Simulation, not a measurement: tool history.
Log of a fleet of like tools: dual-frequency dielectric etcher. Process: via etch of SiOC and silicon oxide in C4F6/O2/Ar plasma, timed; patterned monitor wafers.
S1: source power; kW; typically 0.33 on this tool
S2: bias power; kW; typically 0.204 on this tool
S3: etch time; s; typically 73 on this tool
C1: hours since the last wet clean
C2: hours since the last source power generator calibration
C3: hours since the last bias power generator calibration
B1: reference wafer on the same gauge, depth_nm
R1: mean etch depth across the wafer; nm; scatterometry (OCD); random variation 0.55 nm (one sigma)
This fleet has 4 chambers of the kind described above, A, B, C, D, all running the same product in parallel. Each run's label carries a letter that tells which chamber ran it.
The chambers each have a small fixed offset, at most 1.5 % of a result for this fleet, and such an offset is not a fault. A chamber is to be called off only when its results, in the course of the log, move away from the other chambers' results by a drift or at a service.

run 1C hour=9.8 | S1=0.33 S2=0.204 S3=73 | C1=46.6 C2=1527.2 C3=760.2 | B1=84.624 | R1=79.934
run 2D hour=17.5 | S1=0.33 S2=0.204 S3=73 | C1=133.4 C2=809.7 C3=2670.7 | B1=84.689 | R1=79.204
run 3B hour=27.7 | S1=0.33 S2=0.204 S3=73 | C1=285.5 C2=2227.7 C3=3898.2 | B1=84.714 | R1=78.764
run 4A hour=32.9 | S1=0.33 S2=0.204 S3=73 | C1=224.5 C2=2844.8 C3=3254.9 | B1=84.585 | R1=81.184
run 5C hour=39.3 | S1=0.33 S2=0.204 S3=73 | C1=76.1 C2=1556.7 C3=789.7 | B1=84.59 | R1=79.915
run 6A hour=44.3 | S1=0.33 S2=0.204 S3=73 | C1=235.9 C2=2856.2 C3=3266.3 | B1=84.52 | R1=79.698
run 7D hour=52.6 | S1=0.33 S2=0.204 S3=73 | C1=168.5 C2=844.8 C3=2705.8 | B1=84.562 | R1=79.439
run 8B hour=58.3 | S1=0.33 S2=0.204 S3=73 | C1=316.1 C2=2258.3 C3=3928.8 | B1=84.859 | R1=78.659
run 9C hour=65.3 | S1=0.33 S2=0.204 S3=73 | C1=102.1 C2=1582.7 C3=815.7 | B1=84.585 | R1=80.049
run 10B hour=73.6 | S1=0.33 S2=0.204 S3=73 | C1=331.4 C2=2273.6 C3=3944.1 | B1=84.591 | R1=78.247
run 11A hour=84.3 | S1=0.33 S2=0.204 S3=73 | C1=275.9 C2=2896.2 C3=3306.3 | B1=84.599 | R1=78.86
run 12D hour=90.3 | S1=0.33 S2=0.166 S3=56.5 | C1=206.2 C2=882.5 C3=2743.5 | B1=84.67 | R1=56.807
run 13D hour=98.1 | S1=0.33 S2=0.166 S3=56.5 | C1=214 C2=890.3 C3=2751.3 | B1=84.598 | R1=56.83
run 14C hour=105.8 | S1=0.33 S2=0.166 S3=56.5 | C1=142.6 C2=1623.2 C3=856.2 | B1=84.688 | R1=57.766
run 15A hour=114.4 | S1=0.33 S2=0.166 S3=56.5 | C1=306 C2=2926.3 C3=3336.4 | B1=84.624 | R1=58.442
run 16B hour=123.1 | S1=0.33 S2=0.204 S3=73 | C1=380.9 C2=2323.1 C3=3993.6 | B1=84.632 | R1=79.871
run 17C hour=128.6 | S1=0.4 S2=0.204 S3=55.5 | C1=165.4 C2=1646 C3=879 | B1=84.537 | R1=65.482
-- hour=134 chamber B: bias power generator calibrated
run 18B hour=136.8 | S1=0.4 S2=0.204 S3=55.5 | C1=394.6 C2=2336.8 C3=2.8 | B1=84.521 | R1=65.801
run 19A hour=143 | S1=0.4 S2=0.204 S3=55.5 | C1=334.6 C2=2954.9 C3=3365 | B1=84.725 | R1=66.059
run 20D hour=152.7 | S1=0.4 S2=0.204 S3=55.5 | C1=268.6 C2=944.9 C3=2805.9 | B1=84.653 | R1=64.685
run 21C hour=161 | S1=0.33 S2=0.204 S3=73 | C1=197.8 C2=1678.4 C3=911.4 | B1=84.634 | R1=79.726
run 22B hour=168.3 | S1=0.33 S2=0.204 S3=73 | C1=426.1 C2=2368.3 C3=34.3 | B1=84.711 | R1=79.248
-- hour=174.4 chamber B: source power generator calibrated
run 23A hour=178.7 | S1=0.33 S2=0.204 S3=73 | C1=370.3 C2=2990.6 C3=3400.7 | B1=84.57 | R1=81.127
run 24D hour=185 | S1=0.33 S2=0.204 S3=73 | C1=300.9 C2=977.2 C3=2838.2 | B1=84.597 | R1=77.976
run 25D hour=190 | S1=0.33 S2=0.175 S3=87.5 | C1=305.9 C2=982.2 C3=2843.2 | B1=84.554 | R1=89.724
run 26A hour=198.1 | S1=0.33 S2=0.175 S3=87.5 | C1=389.7 C2=3010 C3=3420.1 | B1=84.608 | R1=91.46
run 27C hour=207.5 | S1=0.33 S2=0.175 S3=87.5 | C1=244.3 C2=1724.9 C3=957.9 | B1=84.499 | R1=90.902
-- hour=207.7 chamber A: wet clean of the chamber
run 28B hour=213.6 | S1=0.33 S2=0.175 S3=87.5 | C1=471.4 C2=39.3 C3=79.6 | B1=84.426 | R1=90.46
run 29A hour=222.6 | S1=0.33 S2=0.204 S3=73 | C1=14.9 C2=3034.5 C3=3444.6 | B1=84.761 | R1=80.467
run 30C hour=230.4 | S1=0.33 S2=0.204 S3=73 | C1=267.2 C2=1747.8 C3=980.8 | B1=84.732 | R1=79.176
run 31B hour=235.5 | S1=0.33 S2=0.204 S3=73 | C1=493.3 C2=61.2 C3=101.5 | B1=84.581 | R1=79.227
run 32D hour=244.8 | S1=0.33 S2=0.204 S3=73 | C1=360.7 C2=1037 C3=2898 | B1=84.546 | R1=79.08

Which is it: a chamber that has drifted or been left off by a service, a gauge drift common to all chambers, or only each chamber's usual small offset? If a chamber is off, name it and its likeliest cause.

No chamber stands off beyond its own small offset, and the gauge holds steady.

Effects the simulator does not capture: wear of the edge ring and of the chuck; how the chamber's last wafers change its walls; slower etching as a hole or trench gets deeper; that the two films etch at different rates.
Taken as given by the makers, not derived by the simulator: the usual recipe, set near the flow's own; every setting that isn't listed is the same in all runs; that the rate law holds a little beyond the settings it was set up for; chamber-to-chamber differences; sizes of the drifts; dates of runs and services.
